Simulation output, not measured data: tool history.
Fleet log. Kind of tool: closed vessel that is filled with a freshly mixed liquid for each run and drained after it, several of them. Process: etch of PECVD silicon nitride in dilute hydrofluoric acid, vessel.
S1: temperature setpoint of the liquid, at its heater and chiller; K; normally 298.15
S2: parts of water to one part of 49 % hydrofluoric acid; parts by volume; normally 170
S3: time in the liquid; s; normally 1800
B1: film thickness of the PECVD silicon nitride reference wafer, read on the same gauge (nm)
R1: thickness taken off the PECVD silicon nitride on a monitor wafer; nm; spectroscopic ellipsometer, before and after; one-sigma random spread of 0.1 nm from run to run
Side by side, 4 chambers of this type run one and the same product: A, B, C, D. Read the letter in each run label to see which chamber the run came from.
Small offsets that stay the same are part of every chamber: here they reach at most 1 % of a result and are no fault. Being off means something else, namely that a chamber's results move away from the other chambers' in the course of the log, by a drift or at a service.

run	hour	S1	S2	S3	B1	R1
1D	4.2	298.15	170	1800	110.03	20.544
2C	6.8	298.15	170	1800	110.03	20.670
3A	11.0	298.15	170	1800	109.97	21.009
4B	14.3	298.15	170	1800	109.98	20.613
5C	16.5	298.15	170	1800	110.00	20.541
6B	20.6	298.15	170	1800	109.98	20.492
7D	22.8	298.15	135	2570	110.00	36.628
8A	25.8	298.15	135	2570	109.99	36.862
9A	29.6	298.15	135	2570	110.02	36.980
10D	32.4	298.15	135	2570	109.99	36.757
11C	35.4	298.15	170	1800	110.02	20.602
12B	39.3	298.15	170	1800	110.03	20.376
13D	43.4	300.65	170	1800	110.01	24.025
14C	45.8	300.65	170	1800	109.93	24.108
15A	49.7	300.65	170	1800	110.02	24.246
16B	53.0	300.65	170	1800	109.97	23.959
17A	55.1	298.15	170	1800	110.03	20.663
18D	58.5	298.15	170	1800	110.03	20.451
19B	61.4	298.15	170	1800	109.93	20.658
# hour 65.2: chamber B: hydrofluoric acid flow meter replaced
20C	65.5	298.15	170	1800	109.95	20.423
21C	68.6	298.15	170	1800	109.97	20.527
22D	70.9	298.15	225	1800	110.01	15.473
23B	74.7	298.15	225	1800	109.97	15.555
24A	77.5	298.15	225	1800	109.96	15.686
25B	80.2	298.15	225	1800	109.99	15.613
26C	82.8	298.15	170	1800	109.95	20.512

Read the log: is a single chamber off, either drifting away or since a service, is the gauge that measures every chamber drifting, or is nothing wrong beyond small per-chamber offsets? Name any odd chamber and what most likely caused it.

No chamber is off and the gauge is stable; the differences are just each chamber's small, constant offset.
